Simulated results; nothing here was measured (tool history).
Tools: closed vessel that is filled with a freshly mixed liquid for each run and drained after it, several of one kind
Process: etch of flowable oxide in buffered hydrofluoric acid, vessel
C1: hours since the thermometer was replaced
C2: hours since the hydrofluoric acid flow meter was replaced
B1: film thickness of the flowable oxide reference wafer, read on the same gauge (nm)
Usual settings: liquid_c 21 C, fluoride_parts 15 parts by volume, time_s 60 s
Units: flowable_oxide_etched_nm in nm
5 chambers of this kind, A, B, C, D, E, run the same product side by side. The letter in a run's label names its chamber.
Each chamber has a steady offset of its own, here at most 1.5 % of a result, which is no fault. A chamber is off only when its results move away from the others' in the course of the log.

run 1E hour=10.8 | liquid_c=21 fluoride_parts=15 time_s=60 | C1=1102.1 C2=307.7 | B1=130.02 | flowable_oxide_etched_nm=129.65
run 2A hour=22.3 | liquid_c=21 fluoride_parts=15 time_s=60 | C1=1001.7 C2=1826.9 | B1=130.01 | flowable_oxide_etched_nm=130.3
run 3B hour=34.3 | liquid_c=21 fluoride_parts=15 time_s=60 | C1=1118.5 C2=794.5 | B1=129.99 | flowable_oxide_etched_nm=132.55
run 4C hour=42.2 | liquid_c=21 fluoride_parts=15 time_s=60 | C1=668.3 C2=191.2 | B1=129.98 | flowable_oxide_etched_nm=131.83
run 5D hour=50.1 | liquid_c=21 fluoride_parts=15 time_s=60 | C1=574.4 C2=92.2 | B1=130.02 | flowable_oxide_etched_nm=131.14
-- hour=61.4 chamber D: thermometer replaced
run 6E hour=61.4 | liquid_c=21 fluoride_parts=15 time_s=60 | C1=1152.7 C2=358.3 | B1=130.01 | flowable_oxide_etched_nm=129.88
run 7A hour=71.5 | liquid_c=21 fluoride_parts=15 time_s=60 | C1=1050.9 C2=1876.1 | B1=130.01 | flowable_oxide_etched_nm=129.86
-- hour=78 chamber B: thermometer replaced
run 8C hour=82.7 | liquid_c=21 fluoride_parts=15 time_s=60 | C1=708.8 C2=231.7 | B1=130 | flowable_oxide_etched_nm=131.82
run 9B hour=94.6 | liquid_c=21 fluoride_parts=15 time_s=60 | C1=16.6 C2=854.8 | B1=129.99 | flowable_oxide_etched_nm=132.76
run 10D hour=102.2 | liquid_c=21 fluoride_parts=15 time_s=60 | C1=40.9 C2=144.3 | B1=130.03 | flowable_oxide_etched_nm=130.81
run 11D hour=110.4 | liquid_c=21 fluoride_parts=15 time_s=60 | C1=49.1 C2=152.5 | B1=130.01 | flowable_oxide_etched_nm=130.83
run 12C hour=122.9 | liquid_c=21 fluoride_parts=15 time_s=60 | C1=749 C2=271.9 | B1=129.99 | flowable_oxide_etched_nm=131.62
run 13E hour=129.1 | liquid_c=21 fluoride_parts=15 time_s=60 | C1=1220.4 C2=426 | B1=130 | flowable_oxide_etched_nm=129.87
run 14A hour=141 | liquid_c=21 fluoride_parts=15 time_s=60 | C1=1120.4 C2=1945.6 | B1=129.98 | flowable_oxide_etched_nm=128.77
run 15B hour=149.4 | liquid_c=21 fluoride_parts=15 time_s=60 | C1=71.4 C2=909.6 | B1=130.01 | flowable_oxide_etched_nm=131.58
run 16D hour=163.6 | liquid_c=21 fluoride_parts=15 time_s=60 | C1=102.3 C2=205.7 | B1=130.01 | flowable_oxide_etched_nm=130.95
run 17C hour=173.7 | liquid_c=18.5 fluoride_parts=15 time_s=60 | C1=799.8 C2=322.7 | B1=130.01 | flowable_oxide_etched_nm=114.47
run 18E hour=185 | liquid_c=18.5 fluoride_parts=15 time_s=60 | C1=1276.3 C2=481.9 | B1=130 | flowable_oxide_etched_nm=112.25
-- hour=188.3 chamber B: hydrofluoric acid flow meter replaced
run 19A hour=194.3 | liquid_c=18.5 fluoride_parts=15 time_s=60 | C1=1173.7 C2=1998.9 | B1=130 | flowable_oxide_etched_nm=111.49
run 20B hour=205.8 | liquid_c=18.5 fluoride_parts=15 time_s=60 | C1=127.8 C2=17.5 | B1=129.97 | flowable_oxide_etched_nm=115.32
run 21D hour=214.5 | liquid_c=18.5 fluoride_parts=15 time_s=60 | C1=153.2 C2=256.6 | B1=130 | flowable_oxide_etched_nm=114.07
run 22B hour=227.3 | liquid_c=21 fluoride_parts=15 time_s=60 | C1=149.3 C2=39 | B1=130.02 | flowable_oxide_etched_nm=132.39
run 23E hour=234.3 | liquid_c=21 fluoride_parts=15 time_s=60 | C1=1325.6 C2=531.2 | B1=129.99 | flowable_oxide_etched_nm=129.39
run 24C hour=245.6 | liquid_c=21 fluoride_parts=15 time_s=60 | C1=871.7 C2=394.6 | B1=130.01 | flowable_oxide_etched_nm=131.67
run 25A hour=255.8 | liquid_c=25.5 fluoride_parts=15 time_s=85 | C1=1235.2 C2=2060.4 | B1=129.99 | flowable_oxide_etched_nm=233.21
run 26E hour=264.7 | liquid_c=25.5 fluoride_parts=15 time_s=85 | C1=1356 C2=561.6 | B1=129.99 | flowable_oxide_etched_nm=234.34
run 27A hour=275.2 | liquid_c=25.5 fluoride_parts=15 time_s=85 | C1=1254.6 C2=2079.8 | B1=129.96 | flowable_oxide_etched_nm=234.18
run 28D hour=281.6 | liquid_c=25.5 fluoride_parts=15 time_s=85 | C1=220.3 C2=323.7 | B1=130 | flowable_oxide_etched_nm=238.9
run 29B hour=289.4 | liquid_c=25.5 fluoride_parts=15 time_s=85 | C1=211.4 C2=101.1 | B1=129.97 | flowable_oxide_etched_nm=240.97
run 30C hour=300.1 | liquid_c=21 fluoride_parts=15 time_s=60 | C1=926.2 C2=449.1 | B1=130.02 | flowable_oxide_etched_nm=131.26
run 31D hour=313.7 | liquid_c=21 fluoride_parts=15 time_s=60 | C1=252.4 C2=355.8 | B1=129.98 | flowable_oxide_etched_nm=130.87
run 32B hour=326.3 | liquid_c=17.5 fluoride_parts=15 time_s=60 | C1=248.3 C2=138 | B1=130 | flowable_oxide_etched_nm=109.19
run 33A hour=336.8 | liquid_c=17.5 fluoride_parts=15 time_s=60 | C1=1316.2 C2=2141.4 | B1=129.99 | flowable_oxide_etched_nm=104.24
-- hour=341.7 chamber E: thermometer replaced
run 34C hour=345.8 | liquid_c=17.5 fluoride_parts=15 time_s=60 | C1=971.9 C2=494.8 | B1=130.02 | flowable_oxide_etched_nm=108.44
run 35E hour=353 | liquid_c=17.5 fluoride_parts=15 time_s=60 | C1=11.4 C2=649.9 | B1=130.01 | flowable_oxide_etched_nm=105.86
run 36B hour=363.9 | liquid_c=17.5 fluoride_parts=15 time_s=60 | C1=285.9 C2=175.6 | B1=129.98 | flowable_oxide_etched_nm=108.11
-- hour=372.8 chamber D: hydrofluoric acid flow meter replaced
run 37D hour=378.2 | liquid_c=21 fluoride_parts=15 time_s=60 | C1=316.9 C2=5.4 | B1=130 | flowable_oxide_etched_nm=130.94

All 5 chambers run these settings next. Forecast each chamber's results:
run 38A hour=388.4 | liquid_c=21 fluoride_parts=15 time_s=60 | flowable_oxide_etched_nm=?
run 38B hour=388.4 | liquid_c=21 fluoride_parts=15 time_s=60 | flowable_oxide_etched_nm=?
run 38C hour=388.4 | liquid_c=21 fluoride_parts=15 time_s=60 | flowable_oxide_etched_nm=?
run 38D hour=388.4 | liquid_c=21 fluoride_parts=15 time_s=60 | flowable_oxide_etched_nm=?
run 38E hour=388.4 | liquid_c=21 fluoride_parts=15 time_s=60 | flowable_oxide_etched_nm=?

run=38A flowable_oxide_etched_nm=127.23
run=38B flowable_oxide_etched_nm=133.06
run=38C flowable_oxide_etched_nm=130.69
run=38D flowable_oxide_etched_nm=131.32
run=38E flowable_oxide_etched_nm=130.41
